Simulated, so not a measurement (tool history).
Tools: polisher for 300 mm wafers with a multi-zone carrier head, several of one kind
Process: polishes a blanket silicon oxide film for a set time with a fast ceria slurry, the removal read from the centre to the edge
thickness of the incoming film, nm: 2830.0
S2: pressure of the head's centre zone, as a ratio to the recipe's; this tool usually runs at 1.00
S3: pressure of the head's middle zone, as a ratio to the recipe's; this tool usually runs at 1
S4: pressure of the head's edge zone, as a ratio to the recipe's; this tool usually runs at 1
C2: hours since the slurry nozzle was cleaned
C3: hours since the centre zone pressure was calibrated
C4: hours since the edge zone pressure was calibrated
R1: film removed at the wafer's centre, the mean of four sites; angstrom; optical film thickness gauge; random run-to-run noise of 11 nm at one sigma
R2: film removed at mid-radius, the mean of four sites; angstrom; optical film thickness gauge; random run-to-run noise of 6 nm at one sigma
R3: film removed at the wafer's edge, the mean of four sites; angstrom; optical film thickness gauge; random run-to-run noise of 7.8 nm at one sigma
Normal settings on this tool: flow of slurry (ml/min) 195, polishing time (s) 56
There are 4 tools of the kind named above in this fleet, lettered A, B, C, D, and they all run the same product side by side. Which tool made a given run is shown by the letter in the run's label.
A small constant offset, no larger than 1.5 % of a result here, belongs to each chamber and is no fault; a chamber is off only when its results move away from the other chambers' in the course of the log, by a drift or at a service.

run 1C day=0.304 | flow_of_slurry_(ml/min)=195 S2=1.00 S3=1 S4=1 polishing_time_(s)=56 | wafers_polished_on_this_pad=345 C2=19.1 C3=1408.6 C4=347.0 | R1=6986.2 R2=6972.6 R3=7020.3
run 2A day=0.538 | flow_of_slurry_(ml/min)=195 S2=1.00 S3=1 S4=1 polishing_time_(s)=56 | wafers_polished_on_this_pad=173 C2=47.8 C3=954.4 C4=1096.2 | R1=7106.9 R2=7126.7 R3=7242.8
run 3B day=0.758 | flow_of_slurry_(ml/min)=195 S2=1.00 S3=1 S4=1 polishing_time_(s)=56 | wafers_polished_on_this_pad=273 C2=348.1 C3=638.7 C4=840.6 | R1=7066.7 R2=7101.7 R3=7057.3
run 4D day=1.125 | flow_of_slurry_(ml/min)=195 S2=1.00 S3=1 S4=1 polishing_time_(s)=56 | wafers_polished_on_this_pad=408 C2=106.6 C3=132.3 C4=210.9 | R1=7075.7 R2=7046.7 R3=7040.0
run 5A day=1.408 | flow_of_slurry_(ml/min)=195 S2=1.00 S3=1 S4=1 polishing_time_(s)=56 | wafers_polished_on_this_pad=387 C2=68.7 C3=975.3 C4=1117.1 | R1=6984.9 R2=6960.0 R3=7229.6
run 6B day=1.654 | flow_of_slurry_(ml/min)=195 S2=1.00 S3=1 S4=1 polishing_time_(s)=56 | wafers_polished_on_this_pad=492 C2=369.6 C3=660.2 C4=862.1 | R1=7120.9 R2=7042.7 R3=7027.6
run 7D day=1.846 | flow_of_slurry_(ml/min)=195 S2=1.00 S3=1 S4=1 polishing_time_(s)=56 | wafers_polished_on_this_pad=584 C2=123.9 C3=149.6 C4=228.2 | R1=6896.0 R2=7163.1 R3=7148.6
-- day=2.038 chamber C: worn pad replaced by a new one
run 8C day=2.054 | flow_of_slurry_(ml/min)=195 S2=1.00 S3=1 S4=1 polishing_time_(s)=56 | wafers_polished_on_this_pad=4 C2=61.1 C3=1450.6 C4=389.0 | R1=7056.2 R2=6989.5 R3=7100.7
run 9B day=2.383 | flow_of_slurry_(ml/min)=195 S2=1.00 S3=1 S4=1 polishing_time_(s)=56 | wafers_polished_on_this_pad=671 C2=387.1 C3=677.7 C4=879.6 | R1=7216.8 R2=7132.9 R3=7188.7
run 10C day=2.546 | flow_of_slurry_(ml/min)=195 S2=1.00 S3=1 S4=1 polishing_time_(s)=56 | wafers_polished_on_this_pad=124 C2=72.9 C3=1462.4 C4=400.8 | R1=7185.3 R2=6987.7 R3=7049.9
-- day=2.804 chamber D: worn pad replaced by a new one
run 11D day=2.888 | flow_of_slurry_(ml/min)=195 S2=1.00 S3=1 S4=1 polishing_time_(s)=56 | wafers_polished_on_this_pad=20 C2=148.9 C3=174.6 C4=253.2 | R1=6949.0 R2=7004.3 R3=7302.4
run 12A day=3.079 | flow_of_slurry_(ml/min)=195 S2=1.00 S3=1 S4=1 polishing_time_(s)=56 | wafers_polished_on_this_pad=796 C2=108.8 C3=1015.4 C4=1157.2 | R1=7144.8 R2=7043.7 R3=7105.4
-- day=3.179 chamber B: worn pad replaced by a new one
run 13A day=3.450 | flow_of_slurry_(ml/min)=195 S2=1.00 S3=1 S4=1 polishing_time_(s)=56 | wafers_polished_on_this_pad=887 C2=117.7 C3=1024.3 C4=1166.1 | R1=7053.8 R2=6928.0 R3=7055.3
run 14C day=3.733 | flow_of_slurry_(ml/min)=195 S2=1.00 S3=1 S4=1 polishing_time_(s)=56 | wafers_polished_on_this_pad=415 C2=101.4 C3=1490.9 C4=429.3 | R1=7120.3 R2=7160.5 R3=6966.3
-- day=3.829 chamber C: centre zone pressure recalibrated
-- day=3.838 chamber A: worn pad replaced by a new one
run 15B day=4.054 | flow_of_slurry_(ml/min)=195 S2=0.94 S3=1 S4=1 polishing_time_(s)=56 | wafers_polished_on_this_pad=215 C2=427.2 C3=717.8 C4=919.7 | R1=6629.4 R2=7117.2 R3=7034.3
run 16D day=4.300 | flow_of_slurry_(ml/min)=195 S2=0.94 S3=1 S4=1 polishing_time_(s)=56 | wafers_polished_on_this_pad=367 C2=182.8 C3=208.5 C4=287.1 | R1=6630.2 R2=7043.7 R3=7025.6
-- day=4.654 chamber D: edge zone pressure recalibrated
run 17B day=4.654 | flow_of_slurry_(ml/min)=195 S2=0.94 S3=1 S4=1 polishing_time_(s)=56 | wafers_polished_on_this_pad=362 C2=441.6 C3=732.2 C4=934.1 | R1=6510.3 R2=7198.2 R3=7104.5
run 18D day=4.925 | flow_of_slurry_(ml/min)=195 S2=0.94 S3=1 S4=1 polishing_time_(s)=56 | wafers_polished_on_this_pad=520 C2=197.8 C3=223.5 C4=6.5 | R1=6598.8 R2=7108.0 R3=7107.1
run 19A day=5.162 | flow_of_slurry_(ml/min)=195 S2=1.00 S3=1 S4=1 polishing_time_(s)=56 | wafers_polished_on_this_pad=325 C2=158.8 C3=1065.4 C4=1207.2 | R1=6942.2 R2=7135.4 R3=7298.6
-- day=5.204 chamber C: worn pad replaced by a new one
run 20C day=5.492 | flow_of_slurry_(ml/min)=195 S2=1.00 S3=1 S4=1 polishing_time_(s)=56 | wafers_polished_on_this_pad=71 C2=143.6 C3=39.9 C4=471.5 | R1=7054.2 R2=7044.6 R3=7031.3
run 21D day=5.712 | flow_of_slurry_(ml/min)=195 S2=1.11 S3=1 S4=1 polishing_time_(s)=56 | wafers_polished_on_this_pad=713 C2=216.7 C3=242.4 C4=25.4 | R1=7859.2 R2=6995.9 R3=7167.6
run 22A day=5.883 | flow_of_slurry_(ml/min)=195 S2=1.11 S3=1 S4=1 polishing_time_(s)=56 | wafers_polished_on_this_pad=501 C2=176.1 C3=1082.7 C4=1224.5 | R1=7663.4 R2=7114.5 R3=7211.7
-- day=5.888 chamber D: worn pad replaced by a new one
run 23C day=6.104 | flow_of_slurry_(ml/min)=195 S2=1.11 S3=1 S4=1 polishing_time_(s)=56 | wafers_polished_on_this_pad=221 C2=158.3 C3=54.6 C4=486.2 | R1=7885.4 R2=6993.3 R3=7152.8
-- day=6.271 chamber B: slurry nozzle cleaned
run 24B day=6.462 | flow_of_slurry_(ml/min)=195 S2=1.11 S3=1 S4=1 polishing_time_(s)=56 | wafers_polished_on_this_pad=805 C2=4.6 C3=775.6 C4=977.5 | R1=7911.7 R2=6954.1 R3=7082.4
run 25A day=6.729 | flow_of_slurry_(ml/min)=195 S2=1.08 S3=1 S4=1 polishing_time_(s)=66 | wafers_polished_on_this_pad=709 C2=196.4 C3=1103.0 C4=1244.8 | R1=8993.2 R2=8375.1 R3=8264.0
run 26D day=6.938 | flow_of_slurry_(ml/min)=195 S2=1.08 S3=1 S4=1 polishing_time_(s)=66 | wafers_polished_on_this_pad=258 C2=246.1 C3=271.8 C4=54.8 | R1=9189.1 R2=8375.9 R3=8373.4

Has any chamber moved away from the others, gradually or after a service, or does the common gauge drift, or do the chambers differ only by their own small steady offsets? State the chamber and the most likely cause if one applies.

The fleet is healthy, with each chamber sitting at its usual small offset and no drift in the gauge.

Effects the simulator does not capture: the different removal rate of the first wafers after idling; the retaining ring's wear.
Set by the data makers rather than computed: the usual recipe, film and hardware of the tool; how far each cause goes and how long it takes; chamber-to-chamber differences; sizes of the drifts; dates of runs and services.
